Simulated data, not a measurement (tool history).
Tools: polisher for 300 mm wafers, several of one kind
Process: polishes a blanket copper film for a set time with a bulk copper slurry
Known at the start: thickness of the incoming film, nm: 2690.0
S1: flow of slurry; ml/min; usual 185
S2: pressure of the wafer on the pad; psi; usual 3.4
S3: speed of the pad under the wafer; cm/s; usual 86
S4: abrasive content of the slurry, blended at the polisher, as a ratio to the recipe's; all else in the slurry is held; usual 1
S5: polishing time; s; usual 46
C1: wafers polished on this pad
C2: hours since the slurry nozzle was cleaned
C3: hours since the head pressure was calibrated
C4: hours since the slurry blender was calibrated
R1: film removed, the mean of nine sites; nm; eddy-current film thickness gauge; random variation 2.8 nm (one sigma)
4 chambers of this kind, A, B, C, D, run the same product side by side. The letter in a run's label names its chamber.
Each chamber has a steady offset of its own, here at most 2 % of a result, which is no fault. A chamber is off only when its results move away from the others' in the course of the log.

run	hour	S1	S2	S3	S4	S5	C1	C2	C3	C4	R1
1B	8.4	185	3.4	86	1	46	1189	57.3	653.2	147.9	396.08
# hour 17.7: chamber A: worn pad replaced by a new one
2D	19.8	185	3.4	86	1	46	874	197.7	902.1	62.1	391.9
# hour 23.4: chamber D: worn pad replaced by a new one
3A	25.7	185	3.4	86	1	46	77	618.8	351	277.2	395.09
4C	32	185	3.4	86	1	46	730	295.9	979.9	45.2	387.15
# hour 32.9: chamber B: worn pad replaced by a new one
# hour 39: chamber A: slurry nozzle cleaned
5B	41.6	185	3.4	86	1	46	84	90.5	686.4	181.1	397.57
6C	48.4	135	3.4	108	1	46	888	312.3	996.3	61.6	459.49
7A	54.2	135	3.4	108	1	46	352	15.2	379.5	305.7	464.43
8D	59.8	135	3.4	108	1	46	350	237.7	942.1	102.1	463.74
# hour 62.3: chamber D: head pressure recalibrated
# hour 68.4: chamber C: worn pad replaced by a new one
9A	72	135	3.4	108	1	46	523	33	397.3	323.5	464.67
10C	79.5	185	3.4	86	1	46	107	343.4	1027.4	92.7	386.97
11B	89.5	185	3.4	86	1	46	545	138.4	734.3	229	394.32
12D	96.5	185	3.4	86	1	46	703	274.4	34.3	138.8	390.35
13A	104.2	185	3.4	86	1	46	833	65.2	429.5	355.7	388.95
# hour 107.2: chamber A: worn pad replaced by a new one
# hour 109.8: chamber D: worn pad replaced by a new one
14B	110.2	185	3.4	106	1	52	744	159.1	755	249.7	554.2
# hour 113.2: chamber D: slurry blender recalibrated
15C	120	185	3.4	106	1	52	497	383.9	1067.9	133.2	538.46
16D	127.1	185	3.4	106	1	52	166	305	64.9	14	536.26
# hour 133: chamber A: slurry blender recalibrated
17D	137.8	185	3.4	106	1	52	269	315.7	75.6	24.7	542.57
# hour 143.8: chamber C: head pressure recalibrated
18C	147.7	185	3.4	86	1	46	764	411.6	4	160.9	407.21
19A	158.6	185	3.4	86	1	46	495	119.6	483.9	25.7	391.64
# hour 158.7: chamber C: slurry blender recalibrated
20B	164.8	185	3.4	86	1	46	1270	213.7	809.6	304.3	394.83
# hour 165.2: chamber C: worn pad replaced by a new one
21C	171.4	185	3.4	86	1	46	60	435.3	27.7	12.7	401.13
# hour 177.4: chamber B: worn pad replaced by a new one
22B	184	185	3.4	86	1	46	64	232.9	828.8	323.5	395.28
# hour 188.7: chamber A: worn pad replaced by a new one
23A	194.2	185	3.4	86	1	46	53	155.2	519.5	61.3	395.23
24D	200.5	185	3.4	86	1	46	873	378.4	138.3	87.4	391.63
# hour 207.6: chamber D: worn pad replaced by a new one
25D	210.3	185	3.4	86	1	46	26	388.2	148.1	97.2	394.97
26C	217.3	185	3.4	86	1	46	502	481.2	73.6	58.6	406.06
27B	225.2	185	3.4	86	1	46	460	274.1	870	364.7	396.15
28A	236.5	185	4.5	60	1	46	460	197.5	561.8	103.6	362.83
29D	248.9	185	4.5	60	1	46	397	426.8	186.7	135.8	360.93
# hour 254.7: chamber C: worn pad replaced by a new one
30A	260.2	185	4.5	60	1	46	688	221.2	585.5	127.3	360.48
31C	267.3	185	4.5	60	1	46	121	531.2	123.6	108.6	379.24
# hour 268.6: chamber B: head pressure recalibrated
32B	277.1	185	2.7	86	1.15	46	960	326	8.6	416.6	320.88
33C	284	185	2.7	86	1.15	46	282	547.9	140.3	125.3	330.34

All 4 chambers run these settings next. Forecast each chamber's results:
34A	293.1	185	2.2	86	1	46					?
34B	293.1	185	2.2	86	1	46					?
34C	293.1	185	2.2	86	1	46					?
34D	293.1	185	2.2	86	1	46					?

run	R1
34A	251.57
34B	259.48
34C	261.82
34D	253.57
